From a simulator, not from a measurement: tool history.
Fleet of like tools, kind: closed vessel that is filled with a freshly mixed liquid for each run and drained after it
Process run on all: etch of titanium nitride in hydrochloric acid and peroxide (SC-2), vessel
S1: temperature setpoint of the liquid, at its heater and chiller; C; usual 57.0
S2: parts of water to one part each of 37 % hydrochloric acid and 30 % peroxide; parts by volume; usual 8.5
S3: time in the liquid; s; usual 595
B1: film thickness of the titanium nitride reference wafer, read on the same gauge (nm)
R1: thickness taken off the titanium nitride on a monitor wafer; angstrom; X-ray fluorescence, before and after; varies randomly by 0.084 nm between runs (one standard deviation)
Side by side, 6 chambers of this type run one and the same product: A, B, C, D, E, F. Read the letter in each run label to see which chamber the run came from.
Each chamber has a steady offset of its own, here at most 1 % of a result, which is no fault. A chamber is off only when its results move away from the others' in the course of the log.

run   hour    S1   S2   S3      B1      R1
 1C    4.9  57.0  8.5  595  89.994  245.95
 2D   11.0  57.0  8.5  595  90.018  245.81
 3A   15.9  57.0  8.5  595  89.992  248.95
      19.0  -- chamber D: thermometer replaced
 4F   22.9  57.0  8.5  595  89.970  246.10
 5B   26.5  57.0  8.5  595  90.011  247.15
 6E   33.0  57.0  8.5  595  89.996  248.12
 7B   40.4  57.0  8.5  595  89.960  246.42
 8D   48.0  57.0  8.5  595  89.999  249.39
      48.6  -- chamber B: new drum of peroxide connected
 9C   54.5  57.0  8.5  595  89.992  244.58
10F   60.1  57.0  8.5  595  89.979  246.83
11E   65.6  57.0  8.5  595  89.990  248.40
12A   72.2  57.0  8.5  595  90.032  247.40
13C   79.3  57.0  8.5  595  90.007  247.28
14A   85.1  57.0  8.5  595  90.010  248.74
15D   91.3  57.0  8.5  595  90.025  247.59
16E   95.4  57.0  8.5  595  89.987  249.28
17B   99.3  57.0  8.5  595  89.975  246.71
18F  103.1  57.0  8.5  595  90.005  245.00
19B  108.6  57.0  8.5  460  90.000  191.12
20D  115.4  57.0  8.5  460  89.989  191.53
21E  122.8  57.0  8.5  460  89.989  191.91
22C  128.3  57.0  8.5  460  89.989  191.60
23F  133.0  57.0  8.5  460  89.996  189.01
24A  138.7  57.0  8.5  460  89.993  191.92
25A  145.8  57.0  8.5  595  89.984  248.36
26C  150.6  57.0  6.5  780  90.006  401.49
27B  155.5  57.0  6.5  780  90.008  400.19
28E  160.9  57.0  6.5  780  90.000  401.41
29D  166.9  57.0  6.5  780  89.986  402.11
     172.1  -- chamber C: new drum of peroxide connected
30F  173.7  57.0  6.5  780  89.997  387.95
31F  181.5  57.0  6.5  780  90.014  388.48
32C  188.9  57.0  8.5  595  89.979  247.05
33D  193.6  57.0  8.5  595  90.013  249.01
34E  197.0  57.0  8.5  595  90.006  249.65
35A  204.8  57.0  8.5  595  89.997  249.20
36B  210.7  57.0  8.5  595  89.991  247.09
37E  214.8  57.0  8.5  595  89.988  248.07
38C  221.4  57.0  8.5  595  89.972  247.11
39D  224.9  57.0  8.5  595  90.017  248.66
40B  230.0  57.0  8.5  595  90.005  245.14

Predict what each chamber gives when all 6 of them run the settings below next.
41A  235.6  49.5  8.5  595       ?
41B  235.6  49.5  8.5  595       ?
41C  235.6  49.5  8.5  595       ?
41D  235.6  49.5  8.5  595       ?
41E  235.6  49.5  8.5  595       ?
41F  235.6  49.5  8.5  595       ?

run      R1
41A  153.84
41B  151.32
41C  150.53
41D  151.53
41E  151.15
41F  144.37
